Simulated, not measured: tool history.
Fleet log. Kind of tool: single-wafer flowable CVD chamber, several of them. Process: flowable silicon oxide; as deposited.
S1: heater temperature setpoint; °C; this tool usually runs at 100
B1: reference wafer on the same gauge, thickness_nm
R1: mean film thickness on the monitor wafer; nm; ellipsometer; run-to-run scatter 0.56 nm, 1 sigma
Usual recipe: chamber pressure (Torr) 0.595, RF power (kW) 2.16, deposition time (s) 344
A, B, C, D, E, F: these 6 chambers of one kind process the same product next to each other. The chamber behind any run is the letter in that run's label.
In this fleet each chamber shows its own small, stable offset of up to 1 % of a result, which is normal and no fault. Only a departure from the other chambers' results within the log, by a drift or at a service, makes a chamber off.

run 1C hour=5.3 | S1=100 chamber_pressure_(Torr)=0.595 RF_power_(kW)=2.16 deposition_time_(s)=344 | B1=168.09 | R1=143.2
run 2E hour=9.7 | S1=100 chamber_pressure_(Torr)=0.595 RF_power_(kW)=2.16 deposition_time_(s)=344 | B1=168.01 | R1=143.52
run 3F hour=14.7 | S1=100 chamber_pressure_(Torr)=0.595 RF_power_(kW)=2.16 deposition_time_(s)=344 | B1=167.96 | R1=143.45
run 4B hour=24.6 | S1=100 chamber_pressure_(Torr)=0.595 RF_power_(kW)=2.16 deposition_time_(s)=344 | B1=168.12 | R1=141.87
run 5A hour=31.9 | S1=100 chamber_pressure_(Torr)=0.595 RF_power_(kW)=2.16 deposition_time_(s)=344 | B1=167.91 | R1=142.95
run 6D hour=41.9 | S1=100 chamber_pressure_(Torr)=0.595 RF_power_(kW)=2.16 deposition_time_(s)=344 | B1=168.18 | R1=143.36
run 7E hour=48.8 | S1=100 chamber_pressure_(Torr)=0.595 RF_power_(kW)=2.16 deposition_time_(s)=344 | B1=168.08 | R1=142.15
run 8F hour=56.5 | S1=100 chamber_pressure_(Torr)=0.595 RF_power_(kW)=2.16 deposition_time_(s)=344 | B1=167.91 | R1=142.53
run 9D hour=65.5 | S1=100 chamber_pressure_(Torr)=0.643 RF_power_(kW)=1.87 deposition_time_(s)=344 | B1=167.77 | R1=153.75
run 10A hour=70.8 | S1=100 chamber_pressure_(Torr)=0.643 RF_power_(kW)=1.87 deposition_time_(s)=344 | B1=167.94 | R1=154.73
run 11B hour=78 | S1=100 chamber_pressure_(Torr)=0.643 RF_power_(kW)=1.87 deposition_time_(s)=344 | B1=168.04 | R1=152.76
run 12C hour=86.1 | S1=100 chamber_pressure_(Torr)=0.643 RF_power_(kW)=1.87 deposition_time_(s)=344 | B1=167.84 | R1=156.26
run 13B hour=95.7 | S1=100 chamber_pressure_(Torr)=0.643 RF_power_(kW)=1.87 deposition_time_(s)=344 | B1=167.95 | R1=152.75
run 14A hour=103.3 | S1=100 chamber_pressure_(Torr)=0.643 RF_power_(kW)=1.87 deposition_time_(s)=344 | B1=168 | R1=154.71
run 15D hour=110.3 | S1=100 chamber_pressure_(Torr)=0.595 RF_power_(kW)=2.16 deposition_time_(s)=344 | B1=168.1 | R1=141.73
run 16C hour=118.2 | S1=100 chamber_pressure_(Torr)=0.714 RF_power_(kW)=2.465 deposition_time_(s)=344 | B1=167.91 | R1=189.42
run 17E hour=122.7 | S1=100 chamber_pressure_(Torr)=0.714 RF_power_(kW)=2.465 deposition_time_(s)=344 | B1=167.96 | R1=186.3
-- hour=123.2 chamber A: thermocouple changed; heater temperature recalibrated
run 18F hour=127.9 | S1=100 chamber_pressure_(Torr)=0.714 RF_power_(kW)=2.465 deposition_time_(s)=344 | B1=168 | R1=185.66
run 19C hour=133.5 | S1=100 chamber_pressure_(Torr)=0.714 RF_power_(kW)=2.465 deposition_time_(s)=344 | B1=168.14 | R1=189.43
run 20E hour=143.2 | S1=100 chamber_pressure_(Torr)=0.714 RF_power_(kW)=2.465 deposition_time_(s)=344 | B1=168.02 | R1=187.57
run 21D hour=153.3 | S1=100 chamber_pressure_(Torr)=0.714 RF_power_(kW)=2.465 deposition_time_(s)=344 | B1=168 | R1=188.68
run 22A hour=163 | S1=100 chamber_pressure_(Torr)=0.595 RF_power_(kW)=2.16 deposition_time_(s)=344 | B1=168.06 | R1=137.34
run 23B hour=168.1 | S1=100 chamber_pressure_(Torr)=0.595 RF_power_(kW)=2.16 deposition_time_(s)=344 | B1=167.86 | R1=140.61
run 24F hour=175.3 | S1=100 chamber_pressure_(Torr)=0.595 RF_power_(kW)=2.16 deposition_time_(s)=344 | B1=168.08 | R1=141.4
run 25B hour=181.7 | S1=100 chamber_pressure_(Torr)=0.595 RF_power_(kW)=2.16 deposition_time_(s)=344 | B1=167.95 | R1=140.99
run 26D hour=189.7 | S1=100 chamber_pressure_(Torr)=0.595 RF_power_(kW)=2.16 deposition_time_(s)=344 | B1=167.98 | R1=142.74
run 27F hour=198.7 | S1=100 chamber_pressure_(Torr)=0.595 RF_power_(kW)=2.16 deposition_time_(s)=344 | B1=167.99 | R1=141.97
run 28E hour=204.6 | S1=100 chamber_pressure_(Torr)=0.595 RF_power_(kW)=2.16 deposition_time_(s)=344 | B1=168.1 | R1=143.06
run 29A hour=213.2 | S1=100 chamber_pressure_(Torr)=0.46 RF_power_(kW)=2.16 deposition_time_(s)=313 | B1=168.01 | R1=85.985
run 30C hour=221.4 | S1=100 chamber_pressure_(Torr)=0.46 RF_power_(kW)=2.16 deposition_time_(s)=313 | B1=167.99 | R1=88.729
run 31E hour=228.9 | S1=100 chamber_pressure_(Torr)=0.46 RF_power_(kW)=2.16 deposition_time_(s)=313 | B1=168.11 | R1=89.56
-- hour=231.8 chamber C: thermocouple changed; heater temperature recalibrated
run 32B hour=234.6 | S1=100 chamber_pressure_(Torr)=0.46 RF_power_(kW)=2.16 deposition_time_(s)=313 | B1=168.02 | R1=88.095
run 33C hour=242.6 | S1=100 chamber_pressure_(Torr)=0.46 RF_power_(kW)=2.16 deposition_time_(s)=313 | B1=168.02 | R1=89.603
-- hour=243.9 chamber C: capacitance manometer re-zeroed and calibrated
run 34D hour=250.3 | S1=100 chamber_pressure_(Torr)=0.46 RF_power_(kW)=2.16 deposition_time_(s)=313 | B1=167.99 | R1=89.307
run 35A hour=259.5 | S1=100 chamber_pressure_(Torr)=0.595 RF_power_(kW)=2.16 deposition_time_(s)=344 | B1=168.08 | R1=137.17
-- hour=262.9 chamber B: RF generator calibrated
run 36F hour=265.7 | S1=100 chamber_pressure_(Torr)=0.595 RF_power_(kW)=2.16 deposition_time_(s)=344 | B1=168.06 | R1=143.17
run 37A hour=270.4 | S1=107 chamber_pressure_(Torr)=0.595 RF_power_(kW)=1.775 deposition_time_(s)=344 | B1=168.05 | R1=102.89
run 38E hour=279.9 | S1=107 chamber_pressure_(Torr)=0.595 RF_power_(kW)=1.775 deposition_time_(s)=344 | B1=168.01 | R1=107.99
run 39D hour=287.2 | S1=107 chamber_pressure_(Torr)=0.595 RF_power_(kW)=1.775 deposition_time_(s)=344 | B1=167.97 | R1=108.48
run 40B hour=293.3 | S1=107 chamber_pressure_(Torr)=0.595 RF_power_(kW)=1.775 deposition_time_(s)=344 | B1=167.99 | R1=107.95
run 41C hour=303.6 | S1=107 chamber_pressure_(Torr)=0.595 RF_power_(kW)=1.775 deposition_time_(s)=344 | B1=168.12 | R1=108.81
run 42F hour=313.1 | S1=107 chamber_pressure_(Torr)=0.595 RF_power_(kW)=1.775 deposition_time_(s)=344 | B1=167.87 | R1=108.24
run 43C hour=322.4 | S1=100 chamber_pressure_(Torr)=0.595 RF_power_(kW)=2.16 deposition_time_(s)=344 | B1=168.06 | R1=143.44

Which is it: a chamber that has drifted or been left off by a service, a gauge drift common to all chambers, or only each chamber's usual small offset? If a chamber is off, name it and its likeliest cause.

A service left chamber A off against the others.
Most likely cause: wafer temperature above the value expected at the setpoint (K) = 1.22.

Here are 4 candidates for chamber A's next run, each the usual settings with a change, their results left as question marks. Which one brings its results back in line with what the others give on the usual settings?
In-line tolerance around the mean of the other chambers on the usual settings: R1 2 nm
run 44A-1 hour=329.8 | S1=102 chamber_pressure_(Torr)=0.595 RF_power_(kW)=2.16 deposition_time_(s)=340 | R1=?
run 44A-2 hour=329.8 | S1=100 chamber_pressure_(Torr)=0.578 RF_power_(kW)=2.16 deposition_time_(s)=344 | R1=?
run 44A-3 hour=329.8 | S1=99 chamber_pressure_(Torr)=0.595 RF_power_(kW)=2.16 deposition_time_(s)=346 | R1=?
run 44A-4 hour=329.8 | S1=98 chamber_pressure_(Torr)=0.595 RF_power_(kW)=2.16 deposition_time_(s)=348 | R1=?

Usual-settings mean across the other chambers: R1 142.63 nm
run=44A-1 R1=126.49
run=44A-2 R1=131.51
run=44A-3 R1=142.64
run=44A-4 R1=148.29
44A-3 brings the chamber back in line.
